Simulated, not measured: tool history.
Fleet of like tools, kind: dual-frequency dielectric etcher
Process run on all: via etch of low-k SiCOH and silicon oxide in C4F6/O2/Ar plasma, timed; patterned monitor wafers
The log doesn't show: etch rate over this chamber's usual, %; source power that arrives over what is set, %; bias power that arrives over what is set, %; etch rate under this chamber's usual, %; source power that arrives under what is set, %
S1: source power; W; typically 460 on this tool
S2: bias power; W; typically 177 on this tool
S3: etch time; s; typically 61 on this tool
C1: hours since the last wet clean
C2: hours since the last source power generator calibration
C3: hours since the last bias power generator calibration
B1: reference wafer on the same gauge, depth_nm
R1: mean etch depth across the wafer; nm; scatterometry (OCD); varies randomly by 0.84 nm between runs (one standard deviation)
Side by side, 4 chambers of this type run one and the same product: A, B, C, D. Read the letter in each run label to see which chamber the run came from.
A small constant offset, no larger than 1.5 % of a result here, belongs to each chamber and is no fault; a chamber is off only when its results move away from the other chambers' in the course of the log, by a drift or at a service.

| run | hour | S1 | S2 | S3 | C1 | C2 | C3 | B1 | R1 |
|---|---|---|---|---|---|---|---|---|---|
| 1D | 8.8 | 460 | 177 | 61 | 338.4 | 2518.5 | 584.8 | 154.84 | 178.34 |
| 2B | 23.0 | 460 | 177 | 61 | 265.6 | 2930.8 | 1190.3 | 154.98 | 179.41 |
| 3A | 33.7 | 460 | 177 | 61 | 207.2 | 2114.4 | 3601.1 | 155.28 | 181.48 |
| 4C | 46.2 | 460 | 177 | 61 | 73.7 | 201.9 | 2784.2 | 155.02 | 177.10 |
| 5B | 56.5 | 460 | 177 | 61 | 299.1 | 2964.3 | 1223.8 | 155.04 | 176.95 |
| 6A | 66.7 | 460 | 177 | 61 | 240.2 | 2147.4 | 3634.1 | 154.86 | 181.38 |
| 7D | 78.6 | 460 | 177 | 61 | 408.2 | 2588.3 | 654.6 | 154.98 | 179.69 |
| 8C | 85.9 | 460 | 177 | 61 | 113.4 | 241.6 | 2823.9 | 155.03 | 178.72 |
| 9B | 99.6 | 460 | 177 | 61 | 342.2 | 3007.4 | 1266.9 | 154.93 | 179.34 |
| 10C | 108.1 | 460 | 177 | 61 | 135.6 | 263.8 | 2846.1 | 154.86 | 178.29 |
| 11D | 116.3 | 460 | 177 | 61 | 445.9 | 2626.0 | 692.3 | 154.97 | 177.92 |
| 12A | 123.6 | 510 | 137 | 61 | 297.1 | 2204.3 | 3691.0 | 155.11 | 173.68 |
| 13C | 133.7 | 510 | 137 | 61 | 161.2 | 289.4 | 2871.7 | 155.08 | 170.53 |
|  | 134.6 | chamber B: wet clean of the chamber |
| 14B | 146.6 | 510 | 137 | 61 | 12.1 | 3054.4 | 1313.9 | 155.05 | 179.90 |
| 15A | 159.8 | 510 | 137 | 61 | 333.3 | 2240.5 | 3727.2 | 155.07 | 175.08 |
| 16D | 171.5 | 460 | 177 | 61 | 501.1 | 2681.2 | 747.5 | 154.72 | 178.56 |
| 17D | 178.2 | 460 | 177 | 61 | 507.8 | 2687.9 | 754.2 | 155.05 | 179.48 |
|  | 185.2 | chamber A: wet clean of the chamber |
| 18A | 188.5 | 460 | 177 | 47 | 3.3 | 2269.2 | 3755.9 | 155.19 | 140.18 |
| 19C | 200.5 | 460 | 177 | 47 | 228.0 | 356.2 | 2938.5 | 155.08 | 136.40 |
| 20B | 212.4 | 460 | 177 | 47 | 77.9 | 3120.2 | 1379.7 | 155.05 | 144.71 |
|  | 215.4 | chamber D: wet clean of the chamber |
| 21B | 225.7 | 460 | 177 | 47 | 91.2 | 3133.5 | 1393.0 | 154.98 | 144.44 |
| 22A | 233.7 | 460 | 177 | 61 | 48.5 | 2314.4 | 3801.1 | 154.92 | 182.04 |
| 23C | 246.9 | 460 | 177 | 61 | 274.4 | 402.6 | 2984.9 | 154.99 | 176.23 |
| 24D | 262.0 | 460 | 177 | 61 | 46.6 | 2771.7 | 838.0 | 155.06 | 179.18 |
| 25A | 269.9 | 460 | 177 | 61 | 84.7 | 2350.6 | 3837.3 | 154.96 | 179.43 |

Next, all 4 chambers run the settings below, one line each with question marks for the results. What does each chamber give?
| 26A | 280.8 | 460 | 177 | 61 |  |  |  |  | ? |
| 26B | 280.8 | 460 | 177 | 61 |  |  |  |  | ? |
| 26C | 280.8 | 460 | 177 | 61 |  |  |  |  | ? |
| 26D | 280.8 | 460 | 177 | 61 |  |  |  |  | ? |

| run | R1 |
|---|---|
| 26A | 180.74 |
| 26B | 185.85 |
| 26C | 176.43 |
| 26D | 178.89 |
